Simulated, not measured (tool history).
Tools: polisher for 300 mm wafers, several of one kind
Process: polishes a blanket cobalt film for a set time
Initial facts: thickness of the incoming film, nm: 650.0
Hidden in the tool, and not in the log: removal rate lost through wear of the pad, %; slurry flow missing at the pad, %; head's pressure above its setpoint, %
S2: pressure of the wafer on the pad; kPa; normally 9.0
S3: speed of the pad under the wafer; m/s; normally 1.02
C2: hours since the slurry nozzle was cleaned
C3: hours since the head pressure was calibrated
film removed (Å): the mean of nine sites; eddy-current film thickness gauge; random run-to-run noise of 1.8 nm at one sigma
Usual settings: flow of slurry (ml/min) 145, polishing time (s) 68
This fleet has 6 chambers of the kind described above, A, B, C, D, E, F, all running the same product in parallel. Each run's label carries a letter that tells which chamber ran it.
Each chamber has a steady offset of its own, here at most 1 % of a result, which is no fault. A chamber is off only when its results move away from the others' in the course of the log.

run 1D hour=5.7 | flow_of_slurry_(ml/min)=145 S2=9.0 S3=1.02 polishing_time_(s)=68 | wafers_polished_on_this_pad=616 C2=359.9 C3=227.9 | film_removed_(Å)=2384.8
run 2A hour=9.9 | flow_of_slurry_(ml/min)=145 S2=9.0 S3=1.02 polishing_time_(s)=68 | wafers_polished_on_this_pad=127 C2=21.0 C3=1081.7 | film_removed_(Å)=2341.0
run 3F hour=13.8 | flow_of_slurry_(ml/min)=145 S2=9.0 S3=1.02 polishing_time_(s)=68 | wafers_polished_on_this_pad=892 C2=360.1 C3=554.2 | film_removed_(Å)=2388.9
run 4E hour=19.9 | flow_of_slurry_(ml/min)=145 S2=9.0 S3=1.02 polishing_time_(s)=68 | wafers_polished_on_this_pad=987 C2=554.4 C3=499.1 | film_removed_(Å)=2427.2
run 5C hour=24.7 | flow_of_slurry_(ml/min)=145 S2=9.0 S3=1.02 polishing_time_(s)=68 | wafers_polished_on_this_pad=216 C2=252.2 C3=274.5 | film_removed_(Å)=2377.3
run 6B hour=28.6 | flow_of_slurry_(ml/min)=145 S2=9.0 S3=1.02 polishing_time_(s)=68 | wafers_polished_on_this_pad=882 C2=155.3 C3=87.3 | film_removed_(Å)=2383.6
run 7F hour=31.6 | flow_of_slurry_(ml/min)=145 S2=9.0 S3=1.02 polishing_time_(s)=68 | wafers_polished_on_this_pad=1001 C2=377.9 C3=572.0 | film_removed_(Å)=2395.6
run 8C hour=35.2 | flow_of_slurry_(ml/min)=145 S2=9.0 S3=1.02 polishing_time_(s)=68 | wafers_polished_on_this_pad=279 C2=262.7 C3=285.0 | film_removed_(Å)=2357.3
run 9D hour=41.1 | flow_of_slurry_(ml/min)=145 S2=9.0 S3=1.02 polishing_time_(s)=68 | wafers_polished_on_this_pad=831 C2=395.3 C3=263.3 | film_removed_(Å)=2372.0
-- hour=42.9 chamber B: worn pad replaced by a new one
run 10E hour=47.1 | flow_of_slurry_(ml/min)=145 S2=9.0 S3=1.02 polishing_time_(s)=68 | wafers_polished_on_this_pad=1152 C2=581.6 C3=526.3 | film_removed_(Å)=2403.2
run 11B hour=51.0 | flow_of_slurry_(ml/min)=145 S2=9.0 S3=1.02 polishing_time_(s)=68 | wafers_polished_on_this_pad=49 C2=177.7 C3=109.7 | film_removed_(Å)=2375.7
-- hour=52.0 chamber E: worn pad replaced by a new one
run 12A hour=55.9 | flow_of_slurry_(ml/min)=145 S2=9.0 S3=1.02 polishing_time_(s)=68 | wafers_polished_on_this_pad=407 C2=67.0 C3=1127.7 | film_removed_(Å)=2368.8
run 13B hour=59.6 | flow_of_slurry_(ml/min)=145 S2=9.0 S3=1.02 polishing_time_(s)=68 | wafers_polished_on_this_pad=101 C2=186.3 C3=118.3 | film_removed_(Å)=2369.1
run 14F hour=64.8 | flow_of_slurry_(ml/min)=145 S2=9.0 S3=1.02 polishing_time_(s)=68 | wafers_polished_on_this_pad=1202 C2=411.1 C3=605.2 | film_removed_(Å)=2377.4
run 15C hour=69.7 | flow_of_slurry_(ml/min)=145 S2=9.0 S3=1.02 polishing_time_(s)=68 | wafers_polished_on_this_pad=489 C2=297.2 C3=319.5 | film_removed_(Å)=2336.3
run 16A hour=74.2 | flow_of_slurry_(ml/min)=145 S2=9.0 S3=1.02 polishing_time_(s)=68 | wafers_polished_on_this_pad=518 C2=85.3 C3=1146.0 | film_removed_(Å)=2332.8
-- hour=74.9 chamber F: worn pad replaced by a new one
run 17D hour=77.6 | flow_of_slurry_(ml/min)=145 S2=9.0 S3=1.02 polishing_time_(s)=68 | wafers_polished_on_this_pad=1053 C2=431.8 C3=299.8 | film_removed_(Å)=2346.4
run 18E hour=83.2 | flow_of_slurry_(ml/min)=145 S2=9.0 S3=1.02 polishing_time_(s)=68 | wafers_polished_on_this_pad=190 C2=617.7 C3=562.4 | film_removed_(Å)=2416.1
run 19D hour=90.0 | flow_of_slurry_(ml/min)=145 S2=9.0 S3=1.02 polishing_time_(s)=68 | wafers_polished_on_this_pad=1128 C2=444.2 C3=312.2 | film_removed_(Å)=2337.5
run 20E hour=95.1 | flow_of_slurry_(ml/min)=145 S2=9.0 S3=1.02 polishing_time_(s)=68 | wafers_polished_on_this_pad=262 C2=629.6 C3=574.3 | film_removed_(Å)=2385.6
run 21C hour=100.7 | flow_of_slurry_(ml/min)=145 S2=9.0 S3=1.02 polishing_time_(s)=68 | wafers_polished_on_this_pad=677 C2=328.2 C3=350.5 | film_removed_(Å)=2363.0
run 22A hour=105.4 | flow_of_slurry_(ml/min)=145 S2=9.0 S3=1.02 polishing_time_(s)=68 | wafers_polished_on_this_pad=707 C2=116.5 C3=1177.2 | film_removed_(Å)=2391.7
run 23F hour=110.1 | flow_of_slurry_(ml/min)=145 S2=11.7 S3=1.02 polishing_time_(s)=82 | wafers_polished_on_this_pad=214 C2=456.4 C3=650.5 | film_removed_(Å)=3726.2
-- hour=114.8 chamber C: worn pad replaced by a new one
run 24B hour=116.5 | flow_of_slurry_(ml/min)=145 S2=11.7 S3=1.02 polishing_time_(s)=82 | wafers_polished_on_this_pad=447 C2=243.2 C3=175.2 | film_removed_(Å)=3693.8
run 25D hour=120.0 | flow_of_slurry_(ml/min)=145 S2=11.7 S3=1.02 polishing_time_(s)=82 | wafers_polished_on_this_pad=1311 C2=474.2 C3=342.2 | film_removed_(Å)=3661.5
-- hour=123.7 chamber A: worn pad replaced by a new one
run 26C hour=124.5 | flow_of_slurry_(ml/min)=145 S2=11.7 S3=1.02 polishing_time_(s)=82 | wafers_polished_on_this_pad=59 C2=352.0 C3=374.3 | film_removed_(Å)=3700.1
run 27F hour=129.9 | flow_of_slurry_(ml/min)=145 S2=11.7 S3=1.02 polishing_time_(s)=82 | wafers_polished_on_this_pad=334 C2=476.2 C3=670.3 | film_removed_(Å)=3753.4
run 28B hour=134.5 | flow_of_slurry_(ml/min)=145 S2=11.7 S3=1.02 polishing_time_(s)=82 | wafers_polished_on_this_pad=557 C2=261.2 C3=193.2 | film_removed_(Å)=3719.6
run 29A hour=137.7 | flow_of_slurry_(ml/min)=145 S2=9.0 S3=1.02 polishing_time_(s)=68 | wafers_polished_on_this_pad=85 C2=148.8 C3=1209.5 | film_removed_(Å)=2345.6
-- hour=144.3 chamber F: slurry nozzle cleaned
run 30E hour=144.4 | flow_of_slurry_(ml/min)=145 S2=9.0 S3=1.02 polishing_time_(s)=68 | wafers_polished_on_this_pad=561 C2=678.9 C3=623.6 | film_removed_(Å)=2395.5
run 31A hour=149.5 | flow_of_slurry_(ml/min)=145 S2=9.0 S3=1.02 polishing_time_(s)=68 | wafers_polished_on_this_pad=156 C2=160.6 C3=1221.3 | film_removed_(Å)=2348.3
-- hour=151.9 chamber B: slurry nozzle cleaned
run 32C hour=154.9 | flow_of_slurry_(ml/min)=145 S2=9.0 S3=1.02 polishing_time_(s)=68 | wafers_polished_on_this_pad=244 C2=382.4 C3=404.7 | film_removed_(Å)=2378.8
run 33E hour=160.8 | flow_of_slurry_(ml/min)=145 S2=9.0 S3=1.02 polishing_time_(s)=68 | wafers_polished_on_this_pad=661 C2=695.3 C3=640.0 | film_removed_(Å)=2387.8
run 34B hour=166.7 | flow_of_slurry_(ml/min)=145 S2=9.0 S3=1.02 polishing_time_(s)=68 | wafers_polished_on_this_pad=752 C2=14.8 C3=225.4 | film_removed_(Å)=2356.7
run 35D hour=169.7 | flow_of_slurry_(ml/min)=145 S2=9.0 S3=1.02 polishing_time_(s)=68 | wafers_polished_on_this_pad=1613 C2=523.9 C3=391.9 | film_removed_(Å)=2284.2
run 36F hour=174.7 | flow_of_slurry_(ml/min)=145 S2=9.0 S3=1.02 polishing_time_(s)=68 | wafers_polished_on_this_pad=606 C2=30.4 C3=715.1 | film_removed_(Å)=2417.9
run 37A hour=180.8 | flow_of_slurry_(ml/min)=145 S2=9.0 S3=1.02 polishing_time_(s)=68 | wafers_polished_on_this_pad=347 C2=191.9 C3=1252.6 | film_removed_(Å)=2353.1
run 38D hour=186.6 | flow_of_slurry_(ml/min)=175 S2=6.2 S3=1.02 polishing_time_(s)=68 | wafers_polished_on_this_pad=1715 C2=540.8 C3=408.8 | film_removed_(Å)=1601.3
run 39B hour=190.3 | flow_of_slurry_(ml/min)=175 S2=6.2 S3=1.02 polishing_time_(s)=68 | wafers_polished_on_this_pad=896 C2=38.4 C3=249.0 | film_removed_(Å)=1694.8
run 40E hour=196.0 | flow_of_slurry_(ml/min)=175 S2=6.2 S3=1.02 polishing_time_(s)=68 | wafers_polished_on_this_pad=875 C2=730.5 C3=675.2 | film_removed_(Å)=1697.1
run 41F hour=201.2 | flow_of_slurry_(ml/min)=175 S2=6.2 S3=1.02 polishing_time_(s)=68 | wafers_polished_on_this_pad=767 C2=56.9 C3=741.6 | film_removed_(Å)=1699.9
run 42C hour=206.5 | flow_of_slurry_(ml/min)=175 S2=6.2 S3=1.02 polishing_time_(s)=68 | wafers_polished_on_this_pad=557 C2=434.0 C3=456.3 | film_removed_(Å)=1719.5

Read the log: is a single chamber off, either drifting away or since a service, is the gauge that measures every chamber drifting, or is nothing wrong beyond small per-chamber offsets? Name any odd chamber and what most likely caused it.

One chamber, D, drifts off from the rest bit by bit.
What lies behind it: removal rate lost through wear of the pad, % = 6.65.
The log may not tell that from: slurry flow missing at the pad, %; head's pressure below its setpoint, %.

Below are 4 candidate recipes for chamber D's next run, each the usual settings with a change, their results shown as question marks. Which of them brings D's results back in line with what the other chambers give on the usual settings?
In-line tolerance around the mean of the other chambers on the usual settings: film removed (Å) 61.0
run 43D-1 hour=211.5 | flow_of_slurry_(ml/min)=145 S2=9.0 S3=1.02 polishing_time_(s)=67 | film_removed_(Å)=?
run 43D-2 hour=211.5 | flow_of_slurry_(ml/min)=145 S2=9.0 S3=1.08 polishing_time_(s)=68 | film_removed_(Å)=?
run 43D-3 hour=211.5 | flow_of_slurry_(ml/min)=145 S2=9.0 S3=0.98 polishing_time_(s)=66 | film_removed_(Å)=?
run 43D-4 hour=211.5 | flow_of_slurry_(ml/min)=145 S2=9.0 S3=1.02 polishing_time_(s)=69 | film_removed_(Å)=?

The other chambers' mean on the usual settings: film removed (Å) 2372.1
run=43D-1 film_removed_(Å)=2202.8
run=43D-2 film_removed_(Å)=2365.2
run=43D-3 film_removed_(Å)=2086.1
run=43D-4 film_removed_(Å)=2268.5
43D-2 brings the chamber back in line.
